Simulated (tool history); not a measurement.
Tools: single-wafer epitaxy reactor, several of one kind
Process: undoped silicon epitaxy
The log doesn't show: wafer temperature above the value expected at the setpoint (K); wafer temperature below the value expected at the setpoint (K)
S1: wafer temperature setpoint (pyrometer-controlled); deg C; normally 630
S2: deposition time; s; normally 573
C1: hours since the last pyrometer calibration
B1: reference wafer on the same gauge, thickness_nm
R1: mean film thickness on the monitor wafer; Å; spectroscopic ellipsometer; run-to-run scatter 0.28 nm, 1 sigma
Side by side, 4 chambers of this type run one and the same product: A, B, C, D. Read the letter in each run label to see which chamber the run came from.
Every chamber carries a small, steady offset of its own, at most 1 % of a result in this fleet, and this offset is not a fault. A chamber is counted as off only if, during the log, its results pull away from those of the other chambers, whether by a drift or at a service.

run 1A day=0.217 | S1=630 S2=573 | C1=1249.1 | B1=63.981 | R1=622.91
run 2B day=0.342 | S1=630 S2=573 | C1=2187.4 | B1=64.002 | R1=618.75
run 3D day=0.612 | S1=630 S2=573 | C1=175.2 | B1=63.969 | R1=619.26
run 4C day=0.788 | S1=630 S2=573 | C1=2037.8 | B1=64.043 | R1=611.80
run 5D day=0.946 | S1=630 S2=573 | C1=183.2 | B1=63.987 | R1=611.70
run 6A day=1.200 | S1=630 S2=573 | C1=1272.7 | B1=63.956 | R1=623.57
run 7B day=1.467 | S1=630 S2=573 | C1=2214.4 | B1=64.022 | R1=617.75
-- day=1.571 chamber C: pyrometer calibrated
run 8C day=1.729 | S1=630 S2=573 | C1=3.9 | B1=64.030 | R1=608.64
run 9B day=2.000 | S1=630 S2=573 | C1=2227.2 | B1=63.991 | R1=619.59
run 10C day=2.242 | S1=630 S2=573 | C1=16.2 | B1=63.945 | R1=609.58
run 11D day=2.429 | S1=630 S2=573 | C1=218.8 | B1=64.030 | R1=613.90
-- day=2.592 chamber B: pyrometer calibrated
run 12A day=2.612 | S1=630 S2=573 | C1=1306.6 | B1=63.994 | R1=626.53
run 13A day=2.892 | S1=630 S2=573 | C1=1313.3 | B1=64.005 | R1=626.65
run 14B day=3.142 | S1=630 S2=573 | C1=13.3 | B1=63.937 | R1=590.55
run 15D day=3.329 | S1=630 S2=573 | C1=240.4 | B1=64.041 | R1=617.81
run 16C day=3.562 | S1=630 S2=472 | C1=47.9 | B1=63.999 | R1=500.94
run 17C day=3.700 | S1=630 S2=472 | C1=51.2 | B1=64.036 | R1=498.23
run 18D day=3.871 | S1=630 S2=472 | C1=253.4 | B1=64.025 | R1=506.95
run 19A day=4.129 | S1=630 S2=472 | C1=1343.0 | B1=63.999 | R1=512.74
run 20B day=4.342 | S1=630 S2=573 | C1=42.1 | B1=63.999 | R1=586.13
run 21D day=4.604 | S1=626 S2=501 | C1=271.0 | B1=64.026 | R1=491.45
run 22B day=4.800 | S1=626 S2=501 | C1=53.1 | B1=63.902 | R1=464.73
run 23A day=4.983 | S1=626 S2=501 | C1=1363.5 | B1=63.973 | R1=494.50
run 24C day=5.258 | S1=626 S2=501 | C1=88.6 | B1=64.012 | R1=490.94
run 25B day=5.400 | S1=630 S2=573 | C1=67.5 | B1=64.042 | R1=584.96
run 26C day=5.550 | S1=630 S2=573 | C1=95.6 | B1=64.056 | R1=611.59
run 27A day=5.700 | S1=630 S2=573 | C1=1380.7 | B1=64.069 | R1=619.46

Decide between three cases: one chamber stands off from its peers, the gauge reading all wafers drifts, or nothing is wrong past each chamber's small offset. Where a chamber is off, say which and what most likely put it there.

A service left chamber B off against the others.
Most likely cause: wafer temperature below the value expected at the setpoint (K) = 2.39.

Which of the 4 candidates below, each the usual settings with something changed and its results left as question marks, puts chamber B back in line with what the other chambers give on the usual settings?
To be in line, a result may differ from the other chambers' mean on the usual settings by at most: R1 9.80 Å
run 28B-1 day=5.900 | S1=630 S2=602 | R1=?
run 28B-2 day=5.900 | S1=630 S2=624 | R1=?
run 28B-3 day=5.900 | S1=627 S2=560 | R1=?
run 28B-4 day=5.900 | S1=630 S2=544 | R1=?

The mean the other chambers reach with the usual settings: R1 616.26 Å
run=28B-1 R1=615.77
run=28B-2 R1=638.28
run=28B-3 R1=534.23
run=28B-4 R1=556.45
28B-1 puts the chamber back in line with the other chambers.

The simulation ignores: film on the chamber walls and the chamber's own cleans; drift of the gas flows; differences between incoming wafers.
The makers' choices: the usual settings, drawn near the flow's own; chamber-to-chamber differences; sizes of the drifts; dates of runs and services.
